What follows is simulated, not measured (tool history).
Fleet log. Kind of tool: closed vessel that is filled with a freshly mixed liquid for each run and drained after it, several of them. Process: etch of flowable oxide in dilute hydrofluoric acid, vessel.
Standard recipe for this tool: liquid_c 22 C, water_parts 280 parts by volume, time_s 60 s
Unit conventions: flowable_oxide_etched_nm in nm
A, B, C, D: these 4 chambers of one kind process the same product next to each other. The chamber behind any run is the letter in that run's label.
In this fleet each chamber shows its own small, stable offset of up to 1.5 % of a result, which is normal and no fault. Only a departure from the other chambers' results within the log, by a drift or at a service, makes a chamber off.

| run | hour | liquid_c | water_parts | time_s | read-back film thickness of the flowable oxide reference wafer, read on the same gauge (nm) | flowable_oxide_etched_nm |
|---|---|---|---|---|---|---|
| 1D | 7.6 | 22 | 280 | 60 | 60.012 | 5.4917 |
| 2B | 21.0 | 22 | 280 | 60 | 59.941 | 5.4815 |
| 3C | 30.2 | 22 | 280 | 60 | 60.019 | 5.6004 |
| 4A | 38.1 | 22 | 280 | 60 | 60.033 | 5.5237 |
| 5C | 46.8 | 22 | 280 | 60 | 59.987 | 5.5797 |
| 6D | 61.5 | 22 | 175 | 85 | 59.993 | 13.6570 |
| 7B | 74.7 | 22 | 175 | 85 | 60.028 | 13.6840 |
|  | 84.6 | chamber A: hydrofluoric acid flow meter replaced |
| 8A | 84.8 | 22 | 175 | 85 | 59.986 | 13.8790 |
| 9B | 94.7 | 22 | 175 | 85 | 60.022 | 13.7400 |
| 10C | 106.3 | 22 | 280 | 60 | 59.986 | 5.5642 |
| 11D | 120.2 | 20 | 280 | 30 | 60.020 | 2.5431 |
| 12A | 132.5 | 20 | 280 | 30 | 59.996 | 2.5865 |
| 13B | 140.4 | 20 | 280 | 30 | 60.013 | 2.5479 |
| 14C | 150.0 | 20 | 280 | 30 | 60.017 | 2.6032 |
| 15A | 161.1 | 22 | 280 | 60 | 59.937 | 5.5205 |
| 16D | 171.7 | 22 | 280 | 60 | 60.009 | 5.4773 |
| 17B | 182.9 | 24 | 280 | 30 | 60.027 | 2.9504 |
| 18C | 196.3 | 24 | 280 | 30 | 60.005 | 3.0055 |
| 19D | 208.1 | 24 | 280 | 30 | 59.978 | 2.9456 |
| 20A | 215.8 | 24 | 280 | 30 | 59.986 | 2.9683 |
| 21A | 226.8 | 22 | 280 | 60 | 60.025 | 5.4937 |
| 22D | 240.7 | 22 | 280 | 35 | 60.002 | 3.2022 |
| 23B | 248.2 | 22 | 280 | 35 | 59.989 | 3.2130 |
| 24C | 255.1 | 22 | 280 | 35 | 60.046 | 3.2501 |
| 25C | 269.9 | 22 | 280 | 35 | 59.952 | 3.2475 |
| 26D | 281.9 | 22 | 280 | 60 | 59.982 | 5.5097 |

Each of the 4 chambers runs these same settings next. Fill in every chamber's results:
| 27A | 292.9 | 22 | 280 | 60 |  | ? |
| 27B | 292.9 | 22 | 280 | 60 |  | ? |
| 27C | 292.9 | 22 | 280 | 60 |  | ? |
| 27D | 292.9 | 22 | 280 | 60 |  | ? |

| run | flowable_oxide_etched_nm |
|---|---|
| 27A | 5.5350 |
| 27B | 5.5129 |
| 27C | 5.5690 |
| 27D | 5.4566 |
